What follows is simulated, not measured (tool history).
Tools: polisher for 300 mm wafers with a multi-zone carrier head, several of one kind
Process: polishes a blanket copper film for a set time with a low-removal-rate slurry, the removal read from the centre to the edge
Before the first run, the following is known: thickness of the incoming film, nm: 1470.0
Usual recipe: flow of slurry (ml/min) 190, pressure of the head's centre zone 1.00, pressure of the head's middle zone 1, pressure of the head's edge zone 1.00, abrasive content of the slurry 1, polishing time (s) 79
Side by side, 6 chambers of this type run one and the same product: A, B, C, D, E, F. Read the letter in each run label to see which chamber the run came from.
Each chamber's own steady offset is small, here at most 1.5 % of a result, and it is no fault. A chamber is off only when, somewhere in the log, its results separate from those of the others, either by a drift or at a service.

run     day  flow of slurry (ml/min)  pressure of the head's centre zone  pressure of the head's middle zone  pressure of the head's edge zone  abrasive content of the slurry  polishing time (s)  film removed at the wafer's centre (Å)  film removed at mid-radius (Å)  film removed at the wafer's edge (Å)
      0.129  -- chamber A: worn pad replaced by a new one
      0.158  -- chamber D: worn pad replaced by a new one
 1A   0.467                      190                                1.00                                   1                              1.00                               1                  79                                  1934.2                          1936.1                                1918.3
 2B   0.767                      190                                1.00                                   1                              1.00                               1                  79                                  1903.2                          1885.8                                1946.1
      1.096  -- chamber E: worn pad replaced by a new one
      1.146  -- chamber C: slurry nozzle cleaned
 3E   1.308                      190                                1.00                                   1                              1.00                               1                  79                                  1907.6                          1921.8                                1951.5
 4F   1.954                      190                                1.00                                   1                              1.00                               1                  79                                  1910.1                          1917.4                                1920.9
      2.133  -- chamber C: worn pad replaced by a new one
 5D   2.567                      190                                1.00                                   1                              1.00                               1                  79                                  1932.9                          1922.5                                1932.0
      2.696  -- chamber B: worn pad replaced by a new one
 6C   2.896                      190                                1.00                                   1                              1.00                               1                  79                                  1896.8                          1948.9                                1949.7
 7F   3.296                      190                                1.00                                   1                              1.00                               1                  79                                  1912.9                          1895.3                                1920.6
      3.542  -- chamber A: worn pad replaced by a new one
      3.733  -- chamber D: worn pad replaced by a new one
 8E   3.800                      190                                1.00                                   1                              1.00                               1                  79                                  1934.0                          1933.6                                1933.9
 9B   4.433                      190                                1.00                                   1                              1.00                               1                  79                                  1913.2                          1922.4                                1988.9
      4.546  -- chamber E: worn pad replaced by a new one
10A   4.917                      210                                0.95                                   1                              1.00                               1                  79                                  1810.3                          1957.8                                1969.1
11C   5.354                      210                                0.95                                   1                              1.00                               1                  79                                  1859.2                          1978.0                                1963.8
12D   5.683                      210                                0.95                                   1                              1.00                               1                  79                                  1835.2                          1953.9                                1958.7
      5.771  -- chamber C: worn pad replaced by a new one
13E   5.975                      210                                0.95                                   1                              1.00                               1                  79                                  1825.2                          1955.3                                1960.9
      6.371  -- chamber F: slurry nozzle cleaned
14D   6.433                      210                                0.95                                   1                              1.00                               1                  79                                  1839.8                          1927.6                                1964.8
      6.800  -- chamber A: worn pad replaced by a new one
15C   6.825                      210                                0.95                                   1                              1.00                               1                  79                                  1863.4                          1965.5                                1974.2
      6.833  -- chamber E: edge zone pressure recalibrated
      7.425  -- chamber D: worn pad replaced by a new one
16B   7.429                      190                                1.00                                   1                              1.00                               1                  79                                  1905.7                          1909.7                                1958.0
17A   7.938                      190                                1.00                                   1                              1.06                               1                  79                                  1910.7                          1948.5                                1966.5
      8.083  -- chamber E: worn pad replaced by a new one
18F   8.308                      190                                1.00                                   1                              1.06                               1                  79                                  1842.2                          1871.7                                1938.4
19C   8.879                      190                                1.00                                   1                              1.06                               1                  79                                  1917.6                          1932.0                                1978.9
      9.017  -- chamber B: worn pad replaced by a new one
      9.175  -- chamber C: worn pad replaced by a new one
20D   9.292                      190                                1.00                                   1                              1.06                               1                  79                                  1894.9                          1923.1                                1979.6
21B   9.796                      190                                1.00                                   1                              1.06                               1                  79                                  1923.5                          1903.7                                2004.2
22E  10.092                      190                                1.00                                   1                              1.06                               1                  79                                  1906.0                          1948.4                                1990.1
     10.425  -- chamber D: worn pad replaced by a new one
     10.454  -- chamber A: worn pad replaced by a new one
23A  10.554                      190                                1.00                                   1                              1.00                               1                  79                                  1919.1                          1923.4                                1899.5
24F  10.983                      190                                1.00                                   1                              1.00                               1                  79                                  1852.3                          1825.4                                1798.9
     11.171  -- chamber E: worn pad replaced by a new one
     11.221  -- chamber C: slurry nozzle cleaned
25A  11.338                      190                                1.00                                   1                              1.00                               1                  79                                  1870.5                          1938.0                                1953.4
26C  11.721                      190                                1.00                                   1                              1.00                               1                  79                                  1933.7                          1933.0                                1903.5
     11.950  -- chamber D: slurry nozzle cleaned
     11.983  -- chamber D: centre zone pressure recalibrated
     12.054  -- chamber A: centre zone pressure recalibrated
27F  12.258                      190                                1.00                                   1                              1.00                               1                  79                                  1820.6                          1841.3                                1798.3
     12.638  -- chamber C: worn pad replaced by a new one
28E  12.775                      190                                1.00                                   1                              1.00                               1                  79                                  1922.8                          1924.3                                1923.4
29B  13.217                      145                                1.00                                   1                              1.00                               1                  79                                  1826.2                          1805.9                                1867.6
     13.288  -- chamber D: worn pad replaced by a new one
     13.388  -- chamber A: worn pad replaced by a new one
30D  13.608                      145                                1.00                                   1                              1.00                               1                  79                                  1843.5                          1812.5                                1882.1
31D  13.942                      145                                1.00                                   1                              1.00                               1                  79                                  1825.6                          1830.0                                1806.9
32F  14.508                      145                                1.00                                   1                              1.00                               1                  79                                  1706.4                          1716.8                                1715.3
     14.879  -- chamber E: worn pad replaced by a new one
     15.038  -- chamber E: slurry nozzle cleaned
     15.058  -- chamber B: worn pad replaced by a new one
33E  15.142                      145                                1.00                                   1                              1.00                               1                  79                                  1797.5                          1858.0                                1823.7
34B  15.417                      145                                1.00                                   1                              1.00                               1                  79                                  1799.9                          1792.3                                1872.6
     15.679  -- chamber C: worn pad replaced by a new one
35A  15.762                      190                                1.00                                   1                              1.00                               1                  79                                  1889.1                          1939.0                                1894.4
36C  16.338                      190                                1.00                                   1                              1.00                               1                  79                                  1908.7                          1930.2                                1918.5

Next, every chamber runs the same settings. What will each give?
37A  16.800                      190                                1.00                                   1                              1.00                               1                  79                                       ?                               ?                                     ?
37B  16.800                      190                                1.00                                   1                              1.00                               1                  79                                       ?                               ?                                     ?
37C  16.800                      190                                1.00                                   1                              1.00                               1                  79                                       ?                               ?                                     ?
37D  16.800                      190                                1.00                                   1                              1.00                               1                  79                                       ?                               ?                                     ?
37E  16.800                      190                                1.00                                   1                              1.00                               1                  79                                       ?                               ?                                     ?
37F  16.800                      190                                1.00                                   1                              1.00                               1                  79                                       ?                               ?                                     ?

run  film removed at the wafer's centre (Å)  film removed at mid-radius (Å)  film removed at the wafer's edge (Å)
37A                                  1876.3                          1935.7                                1898.8
37B                                  1922.0                          1914.0                                1869.3
37C                                  1907.7                          1931.4                                1900.4
37D                                  1885.3                          1927.0                                1962.0
37E                                  1913.5                          1908.2                                1942.5
37F                                  1765.7                          1788.2                                1763.9

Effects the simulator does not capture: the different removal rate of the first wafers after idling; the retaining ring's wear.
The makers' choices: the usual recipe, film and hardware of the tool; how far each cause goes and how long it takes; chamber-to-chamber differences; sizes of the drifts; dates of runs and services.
